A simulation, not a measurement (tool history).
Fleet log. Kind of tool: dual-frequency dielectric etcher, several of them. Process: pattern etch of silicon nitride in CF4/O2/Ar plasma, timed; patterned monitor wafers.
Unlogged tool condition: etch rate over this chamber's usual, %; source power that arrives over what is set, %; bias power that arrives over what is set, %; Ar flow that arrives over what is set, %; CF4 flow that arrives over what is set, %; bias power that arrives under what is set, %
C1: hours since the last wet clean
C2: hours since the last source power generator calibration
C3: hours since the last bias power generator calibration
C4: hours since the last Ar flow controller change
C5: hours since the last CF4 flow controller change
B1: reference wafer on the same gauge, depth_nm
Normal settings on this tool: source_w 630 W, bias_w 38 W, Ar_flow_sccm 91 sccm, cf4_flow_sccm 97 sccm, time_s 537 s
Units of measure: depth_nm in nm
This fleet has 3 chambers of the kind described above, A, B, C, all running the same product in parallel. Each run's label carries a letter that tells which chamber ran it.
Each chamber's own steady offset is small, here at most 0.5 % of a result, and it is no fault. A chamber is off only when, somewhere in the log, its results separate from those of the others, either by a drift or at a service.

{"hour": 7.7, "done": "chamber B: wet clean of the chamber"}
{"run": "1C", "hour": 8.8, "source_w": 630, "bias_w": 38, "Ar_flow_sccm": 91, "cf4_flow_sccm": 97, "time_s": 537, "C1": 193.6, "C2": 630.8, "C3": 4033.9, "C4": 1767, "C5": 237.9, "B1": 1338.2, "depth_nm": 1145.9}
{"run": "2B", "hour": 17.4, "source_w": 630, "bias_w": 38, "Ar_flow_sccm": 91, "cf4_flow_sccm": 97, "time_s": 537, "C1": 9.7, "C2": 988.3, "C3": 1237.9, "C4": 604.4, "C5": 137, "B1": 1340.7, "depth_nm": 1146.1}
{"run": "3A", "hour": 26.3, "source_w": 630, "bias_w": 38, "Ar_flow_sccm": 91, "cf4_flow_sccm": 97, "time_s": 537, "C1": 94.3, "C2": 1899.2, "C3": 426.4, "C4": 1062.3, "C5": 134.7, "B1": 1339.5, "depth_nm": 1138.4}
{"run": "4C", "hour": 35.2, "source_w": 630, "bias_w": 38, "Ar_flow_sccm": 91, "cf4_flow_sccm": 97, "time_s": 537, "C1": 220, "C2": 657.2, "C3": 4060.3, "C4": 1793.4, "C5": 264.3, "B1": 1340.3, "depth_nm": 1138.6}
{"run": "5A", "hour": 40.8, "source_w": 630, "bias_w": 38, "Ar_flow_sccm": 91, "cf4_flow_sccm": 97, "time_s": 537, "C1": 108.8, "C2": 1913.7, "C3": 440.9, "C4": 1076.8, "C5": 149.2, "B1": 1339.9, "depth_nm": 1138.7}
{"run": "6B", "hour": 45.0, "source_w": 630, "bias_w": 38, "Ar_flow_sccm": 91, "cf4_flow_sccm": 97, "time_s": 537, "C1": 37.3, "C2": 1015.9, "C3": 1265.5, "C4": 632, "C5": 164.6, "B1": 1340.4, "depth_nm": 1147.4}
{"run": "7C", "hour": 50.9, "source_w": 630, "bias_w": 38, "Ar_flow_sccm": 91, "cf4_flow_sccm": 97, "time_s": 537, "C1": 235.7, "C2": 672.9, "C3": 4076, "C4": 1809.1, "C5": 280, "B1": 1339.2, "depth_nm": 1144.9}
{"run": "8B", "hour": 56.6, "source_w": 630, "bias_w": 38, "Ar_flow_sccm": 91, "cf4_flow_sccm": 97, "time_s": 537, "C1": 48.9, "C2": 1027.5, "C3": 1277.1, "C4": 643.6, "C5": 176.2, "B1": 1341.5, "depth_nm": 1145.2}
{"run": "9A", "hour": 64.6, "source_w": 630, "bias_w": 38, "Ar_flow_sccm": 91, "cf4_flow_sccm": 97, "time_s": 537, "C1": 132.6, "C2": 1937.5, "C3": 464.7, "C4": 1100.6, "C5": 173, "B1": 1339.8, "depth_nm": 1136.7}
{"run": "10B", "hour": 71.9, "source_w": 630, "bias_w": 38, "Ar_flow_sccm": 91, "cf4_flow_sccm": 97, "time_s": 537, "C1": 64.2, "C2": 1042.8, "C3": 1292.4, "C4": 658.9, "C5": 191.5, "B1": 1340.1, "depth_nm": 1148.1}
{"run": "11C", "hour": 77.9, "source_w": 630, "bias_w": 38, "Ar_flow_sccm": 91, "cf4_flow_sccm": 97, "time_s": 537, "C1": 262.7, "C2": 699.9, "C3": 4103, "C4": 1836.1, "C5": 307, "B1": 1340.9, "depth_nm": 1154.6}
{"run": "12A", "hour": 83.3, "source_w": 630, "bias_w": 38, "Ar_flow_sccm": 91, "cf4_flow_sccm": 97, "time_s": 537, "C1": 151.3, "C2": 1956.2, "C3": 483.4, "C4": 1119.3, "C5": 191.7, "B1": 1338.9, "depth_nm": 1136.6}
{"run": "13A", "hour": 90.1, "source_w": 630, "bias_w": 38, "Ar_flow_sccm": 91, "cf4_flow_sccm": 97, "time_s": 537, "C1": 158.1, "C2": 1963, "C3": 490.2, "C4": 1126.1, "C5": 198.5, "B1": 1339.7, "depth_nm": 1136.5}
{"run": "14B", "hour": 95.6, "source_w": 630, "bias_w": 38, "Ar_flow_sccm": 91, "cf4_flow_sccm": 97, "time_s": 537, "C1": 87.9, "C2": 1066.5, "C3": 1316.1, "C4": 682.6, "C5": 215.2, "B1": 1339.7, "depth_nm": 1148.6}
{"run": "15C", "hour": 101.1, "source_w": 630, "bias_w": 38, "Ar_flow_sccm": 91, "cf4_flow_sccm": 97, "time_s": 537, "C1": 285.9, "C2": 723.1, "C3": 4126.2, "C4": 1859.3, "C5": 330.2, "B1": 1342, "depth_nm": 1158}
{"run": "16A", "hour": 105.4, "source_w": 630, "bias_w": 38, "Ar_flow_sccm": 91, "cf4_flow_sccm": 97, "time_s": 537, "C1": 173.4, "C2": 1978.3, "C3": 505.5, "C4": 1141.4, "C5": 213.8, "B1": 1339.4, "depth_nm": 1148.1}
{"run": "17C", "hour": 113.4, "source_w": 630, "bias_w": 38, "Ar_flow_sccm": 91, "cf4_flow_sccm": 97, "time_s": 537, "C1": 298.2, "C2": 735.4, "C3": 4138.5, "C4": 1871.6, "C5": 342.5, "B1": 1339.4, "depth_nm": 1157.2}
{"run": "18B", "hour": 119.1, "source_w": 630, "bias_w": 38, "Ar_flow_sccm": 91, "cf4_flow_sccm": 97, "time_s": 537, "C1": 111.4, "C2": 1090, "C3": 1339.6, "C4": 706.1, "C5": 238.7, "B1": 1340.2, "depth_nm": 1146}
{"run": "19B", "hour": 123.9, "source_w": 630, "bias_w": 38, "Ar_flow_sccm": 91, "cf4_flow_sccm": 97, "time_s": 537, "C1": 116.2, "C2": 1094.8, "C3": 1344.4, "C4": 710.9, "C5": 243.5, "B1": 1340, "depth_nm": 1150.9}
{"run": "20A", "hour": 128.2, "source_w": 510, "bias_w": 38, "Ar_flow_sccm": 105, "cf4_flow_sccm": 97, "time_s": 537, "C1": 196.2, "C2": 2001.1, "C3": 528.3, "C4": 1164.2, "C5": 236.6, "B1": 1339.7, "depth_nm": 924.06}
{"run": "21C", "hour": 132.6, "source_w": 510, "bias_w": 38, "Ar_flow_sccm": 105, "cf4_flow_sccm": 97, "time_s": 537, "C1": 317.4, "C2": 754.6, "C3": 4157.7, "C4": 1890.8, "C5": 361.7, "B1": 1339.3, "depth_nm": 936.86}
{"run": "22A", "hour": 138.7, "source_w": 510, "bias_w": 38, "Ar_flow_sccm": 105, "cf4_flow_sccm": 97, "time_s": 537, "C1": 206.7, "C2": 2011.6, "C3": 538.8, "C4": 1174.7, "C5": 247.1, "B1": 1340.7, "depth_nm": 925.06}
{"run": "23C", "hour": 147.4, "source_w": 630, "bias_w": 47, "Ar_flow_sccm": 91, "cf4_flow_sccm": 97, "time_s": 537, "C1": 332.2, "C2": 769.4, "C3": 4172.5, "C4": 1905.6, "C5": 376.5, "B1": 1339.8, "depth_nm": 1255.4}
{"run": "24B", "hour": 156.2, "source_w": 630, "bias_w": 47, "Ar_flow_sccm": 91, "cf4_flow_sccm": 97, "time_s": 537, "C1": 148.5, "C2": 1127.1, "C3": 1376.7, "C4": 743.2, "C5": 275.8, "B1": 1339.9, "depth_nm": 1231.3}
{"run": "25C", "hour": 160.8, "source_w": 630, "bias_w": 47, "Ar_flow_sccm": 91, "cf4_flow_sccm": 97, "time_s": 537, "C1": 345.6, "C2": 782.8, "C3": 4185.9, "C4": 1919, "C5": 389.9, "B1": 1341.4, "depth_nm": 1266.6}
{"run": "26B", "hour": 168.2, "source_w": 630, "bias_w": 38, "Ar_flow_sccm": 91, "cf4_flow_sccm": 97, "time_s": 537, "C1": 160.5, "C2": 1139.1, "C3": 1388.7, "C4": 755.2, "C5": 287.8, "B1": 1338.4, "depth_nm": 1146.8}
{"run": "27A", "hour": 175.7, "source_w": 630, "bias_w": 38, "Ar_flow_sccm": 91, "cf4_flow_sccm": 97, "time_s": 537, "C1": 243.7, "C2": 2048.6, "C3": 575.8, "C4": 1211.7, "C5": 284.1, "B1": 1340.7, "depth_nm": 1139.1}
{"run": "28B", "hour": 180.7, "source_w": 630, "bias_w": 38, "Ar_flow_sccm": 91, "cf4_flow_sccm": 97, "time_s": 615, "C1": 173, "C2": 1151.6, "C3": 1401.2, "C4": 767.7, "C5": 300.3, "B1": 1337.9, "depth_nm": 1314.4}
{"run": "29C", "hour": 189.0, "source_w": 630, "bias_w": 38, "Ar_flow_sccm": 91, "cf4_flow_sccm": 97, "time_s": 615, "C1": 373.8, "C2": 811, "C3": 4214.1, "C4": 1947.2, "C5": 418.1, "B1": 1339.2, "depth_nm": 1348.3}
{"run": "30A", "hour": 195.4, "source_w": 630, "bias_w": 38, "Ar_flow_sccm": 91, "cf4_flow_sccm": 97, "time_s": 615, "C1": 263.4, "C2": 2068.3, "C3": 595.5, "C4": 1231.4, "C5": 303.8, "B1": 1340.5, "depth_nm": 1305.5}
{"run": "31B", "hour": 200.8, "source_w": 630, "bias_w": 38, "Ar_flow_sccm": 91, "cf4_flow_sccm": 97, "time_s": 537, "C1": 193.1, "C2": 1171.7, "C3": 1421.3, "C4": 787.8, "C5": 320.4, "B1": 1338.7, "depth_nm": 1147.2}
{"run": "32C", "hour": 207.3, "source_w": 630, "bias_w": 38, "Ar_flow_sccm": 91, "cf4_flow_sccm": 97, "time_s": 537, "C1": 392.1, "C2": 829.3, "C3": 4232.4, "C4": 1965.5, "C5": 436.4, "B1": 1340.5, "depth_nm": 1185}
{"run": "33A", "hour": 215.9, "source_w": 630, "bias_w": 38, "Ar_flow_sccm": 91, "cf4_flow_sccm": 97, "time_s": 537, "C1": 283.9, "C2": 2088.8, "C3": 616, "C4": 1251.9, "C5": 324.3, "B1": 1340.1, "depth_nm": 1135.6}
{"run": "34B", "hour": 223.9, "source_w": 630, "bias_w": 38, "Ar_flow_sccm": 91, "cf4_flow_sccm": 97, "time_s": 537, "C1": 216.2, "C2": 1194.8, "C3": 1444.4, "C4": 810.9, "C5": 343.5, "B1": 1339.6, "depth_nm": 1153.2}
{"run": "35A", "hour": 228.1, "source_w": 630, "bias_w": 38, "Ar_flow_sccm": 91, "cf4_flow_sccm": 97, "time_s": 537, "C1": 296.1, "C2": 2101, "C3": 628.2, "C4": 1264.1, "C5": 336.5, "B1": 1340, "depth_nm": 1131}
{"run": "36C", "hour": 235.1, "source_w": 630, "bias_w": 38, "Ar_flow_sccm": 91, "cf4_flow_sccm": 97, "time_s": 537, "C1": 419.9, "C2": 857.1, "C3": 4260.2, "C4": 1993.3, "C5": 464.2, "B1": 1340.9, "depth_nm": 1186}
{"run": "37A", "hour": 243.1, "source_w": 630, "bias_w": 38, "Ar_flow_sccm": 91, "cf4_flow_sccm": 97, "time_s": 656, "C1": 311.1, "C2": 2116, "C3": 643.2, "C4": 1279.1, "C5": 351.5, "B1": 1340.8, "depth_nm": 1404.3}
{"run": "38C", "hour": 249.3, "source_w": 630, "bias_w": 38, "Ar_flow_sccm": 91, "cf4_flow_sccm": 97, "time_s": 656, "C1": 434.1, "C2": 871.3, "C3": 4274.4, "C4": 2007.5, "C5": 478.4, "B1": 1340.8, "depth_nm": 1453.9}
{"run": "39B", "hour": 256.8, "source_w": 630, "bias_w": 38, "Ar_flow_sccm": 91, "cf4_flow_sccm": 97, "time_s": 656, "C1": 249.1, "C2": 1227.7, "C3": 1477.3, "C4": 843.8, "C5": 376.4, "B1": 1340.9, "depth_nm": 1395.8}
{"run": "40C", "hour": 263.6, "source_w": 630, "bias_w": 38, "Ar_flow_sccm": 91, "cf4_flow_sccm": 97, "time_s": 537, "C1": 448.4, "C2": 885.6, "C3": 4288.7, "C4": 2021.8, "C5": 492.7, "B1": 1341.2, "depth_nm": 1183.2}
{"run": "41B", "hour": 270.4, "source_w": 630, "bias_w": 38, "Ar_flow_sccm": 91, "cf4_flow_sccm": 97, "time_s": 537, "C1": 262.7, "C2": 1241.3, "C3": 1490.9, "C4": 857.4, "C5": 390, "B1": 1340.7, "depth_nm": 1141.5}
{"run": "42A", "hour": 275.0, "source_w": 630, "bias_w": 38, "Ar_flow_sccm": 91, "cf4_flow_sccm": 97, "time_s": 537, "C1": 343, "C2": 2147.9, "C3": 675.1, "C4": 1311, "C5": 383.4, "B1": 1338.9, "depth_nm": 1140.4}

Does one chamber stand apart from the rest, does the shared gauge drift, or is all well apart from small per-chamber offsets? Give the chamber and the most likely cause, where there is one.

Chamber C drifts away from the others.
Most likely cause: etch rate over this chamber's usual, % = 4.78.
From this log alone, it may not be told apart from: source power that arrives over what is set, %.

Here are 4 candidates for chamber C's next run, each the usual settings with a change, their results left as question marks. Which one brings its results back in line with what the others give on the usual settings?
In-line tolerance around the mean of the other chambers on the usual settings: depth_nm 15 nm
{"run": "43C-1", "hour": 281.4, "source_w": 620, "bias_w": 38, "Ar_flow_sccm": 91, "cf4_flow_sccm": 97, "time_s": 537, "depth_nm": "?"}
{"run": "43C-2", "hour": 281.4, "source_w": 630, "bias_w": 40, "Ar_flow_sccm": 91, "cf4_flow_sccm": 97, "time_s": 537, "depth_nm": "?"}
{"run": "43C-3", "hour": 281.4, "source_w": 630, "bias_w": 44, "Ar_flow_sccm": 91, "cf4_flow_sccm": 97, "time_s": 537, "depth_nm": "?"}
{"run": "43C-4", "hour": 281.4, "source_w": 630, "bias_w": 38, "Ar_flow_sccm": 91, "cf4_flow_sccm": 97, "time_s": 511, "depth_nm": "?"}

The mean the other chambers reach with the usual settings: depth_nm 1142.7 nm
run=43C-1 depth_nm=1182.4
run=43C-2 depth_nm=1220.4
run=43C-3 depth_nm=1261.1
run=43C-4 depth_nm=1141.3
It is 43C-4 that realigns the chamber with its peers.
